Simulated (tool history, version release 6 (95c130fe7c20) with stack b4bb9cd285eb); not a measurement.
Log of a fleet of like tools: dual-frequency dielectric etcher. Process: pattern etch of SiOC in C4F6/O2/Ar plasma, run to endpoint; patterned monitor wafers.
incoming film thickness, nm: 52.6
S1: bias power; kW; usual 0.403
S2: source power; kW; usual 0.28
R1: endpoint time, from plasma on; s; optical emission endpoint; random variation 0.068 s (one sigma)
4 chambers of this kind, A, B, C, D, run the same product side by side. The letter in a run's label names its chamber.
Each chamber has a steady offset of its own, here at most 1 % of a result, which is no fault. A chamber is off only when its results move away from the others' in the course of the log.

run 1A day=0.404 | S1=0.403 S2=0.28 | R1=21.894
run 2B day=0.792 | S1=0.403 S2=0.28 | R1=22.113
run 3C day=1.188 | S1=0.403 S2=0.28 | R1=21.958
run 4D day=1.729 | S1=0.403 S2=0.28 | R1=21.885
run 5B day=1.979 | S1=0.403 S2=0.28 | R1=21.952
run 6A day=2.521 | S1=0.403 S2=0.28 | R1=21.695
run 7D day=2.921 | S1=0.321 S2=0.24 | R1=25.156
run 8C day=3.483 | S1=0.321 S2=0.24 | R1=25.135
-- day=3.633 chamber C: wet clean of the chamber
-- day=3.7 chamber A: source power generator calibrated
run 9B day=3.938 | S1=0.321 S2=0.24 | R1=25.368
run 10D day=4.3 | S1=0.321 S2=0.24 | R1=25.193
run 11C day=4.775 | S1=0.403 S2=0.28 | R1=21.958
-- day=5.238 chamber A: wet clean of the chamber
run 12A day=5.238 | S1=0.403 S2=0.28 | R1=21.841
run 13A day=5.525 | S1=0.338 S2=0.23 | R1=25.176
run 14B day=6.021 | S1=0.338 S2=0.23 | R1=25.342
run 15D day=6.496 | S1=0.338 S2=0.23 | R1=25.08
run 16C day=6.908 | S1=0.338 S2=0.23 | R1=25.138
run 17A day=7.462 | S1=0.403 S2=0.28 | R1=21.776
run 18D day=7.846 | S1=0.403 S2=0.28 | R1=21.885
run 19B day=8.129 | S1=0.403 S2=0.28 | R1=22.132
-- day=8.225 chamber B: wet clean of the chamber
run 20C day=8.525 | S1=0.403 S2=0.28 | R1=21.865
run 21D day=8.912 | S1=0.403 S2=0.28 | R1=21.859
run 22B day=9.458 | S1=0.403 S2=0.28 | R1=22.946
run 23A day=9.875 | S1=0.403 S2=0.28 | R1=21.811
run 24C day=10.208 | S1=0.403 S2=0.28 | R1=21.92
run 25C day=10.671 | S1=0.403 S2=0.28 | R1=21.894
run 26B day=11.058 | S1=0.403 S2=0.28 | R1=22.838
run 27A day=11.475 | S1=0.403 S2=0.28 | R1=21.77
run 28D day=12.033 | S1=0.403 S2=0.28 | R1=21.95
run 29A day=12.438 | S1=0.403 S2=0.28 | R1=21.876
run 30B day=12.742 | S1=0.403 S2=0.28 | R1=22.764
run 31C day=13.212 | S1=0.403 S2=0.28 | R1=21.858
run 32D day=13.683 | S1=0.403 S2=0.28 | R1=21.993
run 33A day=13.992 | S1=0.403 S2=0.28 | R1=21.892
run 34C day=14.542 | S1=0.403 S2=0.28 | R1=21.98
run 35B day=14.996 | S1=0.403 S2=0.28 | R1=22.748
run 36D day=15.379 | S1=0.403 S2=0.28 | R1=21.857
-- day=15.671 chamber D: source power generator calibrated
run 37C day=15.733 | S1=0.403 S2=0.28 | R1=21.962
run 38D day=16.071 | S1=0.403 S2=0.28 | R1=21.831
run 39A day=16.612 | S1=0.403 S2=0.28 | R1=22.06
run 40B day=16.867 | S1=0.403 S2=0.28 | R1=22.774
run 41C day=17.325 | S1=0.403 S2=0.28 | R1=21.963
-- day=17.338 chamber D: wet clean of the chamber
run 42B day=17.579 | S1=0.403 S2=0.28 | R1=22.773
run 43D day=18.092 | S1=0.403 S2=0.28 | R1=21.723
run 44A day=18.512 | S1=0.306 S2=0.28 | R1=24.072

All 4 chambers run these settings next. Forecast each chamber's results:
run 45A day=18.921 | S1=0.403 S2=0.28 | R1=?
run 45B day=18.921 | S1=0.403 S2=0.28 | R1=?
run 45C day=18.921 | S1=0.403 S2=0.28 | R1=?
run 45D day=18.921 | S1=0.403 S2=0.28 | R1=?

run=45A R1=21.953
run=45B R1=22.782
run=45C R1=21.817
run=45D R1=21.78
